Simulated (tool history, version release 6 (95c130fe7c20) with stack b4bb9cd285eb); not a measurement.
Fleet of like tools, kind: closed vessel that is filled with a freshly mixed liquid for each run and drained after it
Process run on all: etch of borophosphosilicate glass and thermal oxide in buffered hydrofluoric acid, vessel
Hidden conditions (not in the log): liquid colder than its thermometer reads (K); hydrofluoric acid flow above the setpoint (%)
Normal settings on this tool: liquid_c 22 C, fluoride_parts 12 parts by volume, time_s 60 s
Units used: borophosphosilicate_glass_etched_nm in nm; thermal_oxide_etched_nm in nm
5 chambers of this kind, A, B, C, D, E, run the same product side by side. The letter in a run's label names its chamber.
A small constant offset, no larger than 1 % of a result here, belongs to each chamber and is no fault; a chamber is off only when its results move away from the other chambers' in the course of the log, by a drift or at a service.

| run | hour | liquid_c | fluoride_parts | time_s | hours since the thermometer was replaced | hours since the hydrofluoric acid flow meter was replaced | read-back film thickness of the borophosphosilicate glass reference wafer, read on the same gauge (nm) | read-back film thickness of the thermal oxide reference wafer, read on the same gauge (nm) | borophosphosilicate_glass_etched_nm | thermal_oxide_etched_nm |
|---|---|---|---|---|---|---|---|---|---|---|
| 1A | 10.8 | 22 | 12 | 60 | 567.5 | 1707.8 | 60.012 | 30 | 56.178 | 52.093 |
| 2D | 20.4 | 22 | 12 | 60 | 405.4 | 627.1 | 59.976 | 30.015 | 56.069 | 52.144 |
| 3C | 35.8 | 22 | 12 | 60 | 2156.9 | 1006.2 | 60.017 | 29.997 | 55.864 | 51.884 |
| 4E | 45.5 | 22 | 12 | 60 | 257.8 | 263.9 | 60.015 | 29.988 | 55.223 | 51.949 |
| 5B | 57.6 | 22 | 12 | 60 | 1911.8 | 236.5 | 60.014 | 29.99 | 56.044 | 51.757 |
| 6C | 73.4 | 22 | 12 | 60 | 2194.5 | 1043.8 | 60.015 | 29.995 | 55.784 | 52.169 |
|  | 75.7 | chamber C: thermometer replaced |
| 7E | 83.5 | 22 | 12 | 60 | 295.8 | 301.9 | 60.026 | 30 | 55.624 | 52.386 |
|  | 84.1 | chamber A: thermometer replaced |
| 8B | 94.4 | 22 | 12 | 60 | 1948.6 | 273.3 | 60.011 | 29.991 | 56.183 | 51.744 |
| 9D | 108.1 | 22 | 12 | 60 | 493.1 | 714.8 | 59.984 | 30.003 | 56.437 | 52.277 |
|  | 119.5 | chamber B: thermometer replaced |
| 10A | 119.9 | 22 | 12 | 60 | 35.9 | 1816.9 | 59.989 | 29.997 | 56.684 | 52.415 |
| 11C | 129.9 | 22 | 12 | 60 | 54.2 | 1100.3 | 60.021 | 30.002 | 56.389 | 51.361 |
| 12D | 144.7 | 22 | 12 | 60 | 529.7 | 751.4 | 60.034 | 30.024 | 56.298 | 51.959 |
| 13A | 156.4 | 17.5 | 12 | 60 | 72.4 | 1853.4 | 59.954 | 29.992 | 43.728 | 40.411 |
| 14E | 169 | 17.5 | 12 | 60 | 381.3 | 387.4 | 60.01 | 30.004 | 43.221 | 40.462 |
|  | 172 | chamber A: hydrofluoric acid flow meter replaced |
| 15B | 183.2 | 17.5 | 12 | 60 | 63.7 | 362.1 | 60.02 | 30.014 | 43.602 | 40.237 |
| 16D | 198.7 | 17.5 | 12 | 60 | 583.7 | 805.4 | 59.986 | 30.013 | 43.914 | 40.611 |
| 17C | 208.3 | 17.5 | 12 | 60 | 132.6 | 1178.7 | 60.018 | 29.99 | 44.115 | 40.273 |
| 18A | 215.6 | 22 | 12 | 60 | 131.6 | 43.7 | 59.99 | 29.99 | 55.779 | 52.283 |
| 19E | 224.2 | 22 | 12 | 60 | 436.5 | 442.6 | 59.993 | 30.01 | 55.591 | 51.637 |
| 20B | 239.6 | 22 | 12 | 60 | 120.1 | 418.5 | 60 | 30.021 | 56.028 | 51.467 |
| 21B | 251.7 | 22 | 12 | 60 | 132.2 | 430.6 | 60.018 | 29.986 | 56.262 | 52.105 |
| 22A | 264.8 | 22 | 12 | 60 | 180.8 | 92.9 | 59.981 | 29.982 | 56.027 | 51.529 |
| 23C | 275.3 | 22 | 12 | 60 | 199.6 | 1245.7 | 60.003 | 29.999 | 56.277 | 52.546 |
|  | 289.3 | chamber B: hydrofluoric acid flow meter replaced |
| 24E | 290.7 | 22 | 12 | 60 | 503 | 509.1 | 59.957 | 29.984 | 55.788 | 51.724 |
| 25D | 302.2 | 22 | 12 | 60 | 687.2 | 908.9 | 60.007 | 29.994 | 56.211 | 52.286 |
| 26C | 316.3 | 22 | 12 | 60 | 240.6 | 1286.7 | 59.977 | 30.01 | 56.213 | 52.1 |
| 27A | 330.2 | 22 | 12 | 60 | 246.2 | 158.3 | 59.983 | 29.991 | 56.172 | 51.683 |
| 28B | 343.7 | 22 | 12 | 60 | 224.2 | 54.5 | 60.026 | 30.005 | 56.176 | 51.718 |
| 29E | 358 | 22 | 12 | 60 | 570.3 | 576.4 | 59.98 | 29.987 | 55.738 | 52.156 |
|  | 368.6 | chamber D: hydrofluoric acid flow meter replaced |
| 30D | 369.5 | 20.5 | 14 | 60 | 754.5 | 0.9 | 60.031 | 29.987 | 44.369 | 41.214 |
| 31E | 385.6 | 20.5 | 14 | 60 | 597.9 | 604 | 59.983 | 29.991 | 43.624 | 40.754 |
| 32A | 397.5 | 20.5 | 14 | 60 | 313.5 | 225.6 | 59.987 | 29.992 | 44.29 | 40.813 |
| 33D | 413.4 | 20.5 | 14 | 60 | 798.4 | 44.8 | 60.013 | 29.982 | 44.304 | 41.295 |
| 34B | 423 | 20.5 | 14 | 60 | 303.5 | 133.8 | 60.042 | 29.999 | 44.464 | 41.061 |
| 35C | 437 | 22 | 12 | 60 | 361.3 | 1407.4 | 59.977 | 29.987 | 56.127 | 51.882 |
| 36D | 450.8 | 22 | 12 | 60 | 835.8 | 82.2 | 60.004 | 29.996 | 56.016 | 51.819 |
| 37B | 460.7 | 22 | 12 | 60 | 341.2 | 171.5 | 60.022 | 30.007 | 55.848 | 51.48 |
| 38A | 472.4 | 22 | 12 | 60 | 388.4 | 300.5 | 60.004 | 29.996 | 55.866 | 51.877 |
| 39E | 480.5 | 22 | 12 | 60 | 692.8 | 698.9 | 59.991 | 29.983 | 55.602 | 52.128 |
| 40C | 494.9 | 22 | 12 | 60 | 419.2 | 1465.3 | 59.993 | 30.008 | 56.449 | 51.811 |
| 41C | 510.3 | 22 | 12 | 60 | 434.6 | 1480.7 | 59.994 | 30.014 | 56.248 | 52.262 |

Next, all 5 chambers run the settings below, one line each with question marks for the results. What does each chamber give?
| 42A | 522 | 22 | 12 | 60 |  |  |  |  | ? | ? |
| 42B | 522 | 22 | 12 | 60 |  |  |  |  | ? | ? |
| 42C | 522 | 22 | 12 | 60 |  |  |  |  | ? | ? |
| 42D | 522 | 22 | 12 | 60 |  |  |  |  | ? | ? |
| 42E | 522 | 22 | 12 | 60 |  |  |  |  | ? | ? |

| run | borophosphosilicate_glass_etched_nm | thermal_oxide_etched_nm |
|---|---|---|
| 42A | 55.803 | 52.123 |
| 42B | 56.163 | 52.054 |
| 42C | 56.302 | 51.794 |
| 42D | 56.487 | 52.234 |
| 42E | 55.648 | 52.002 |
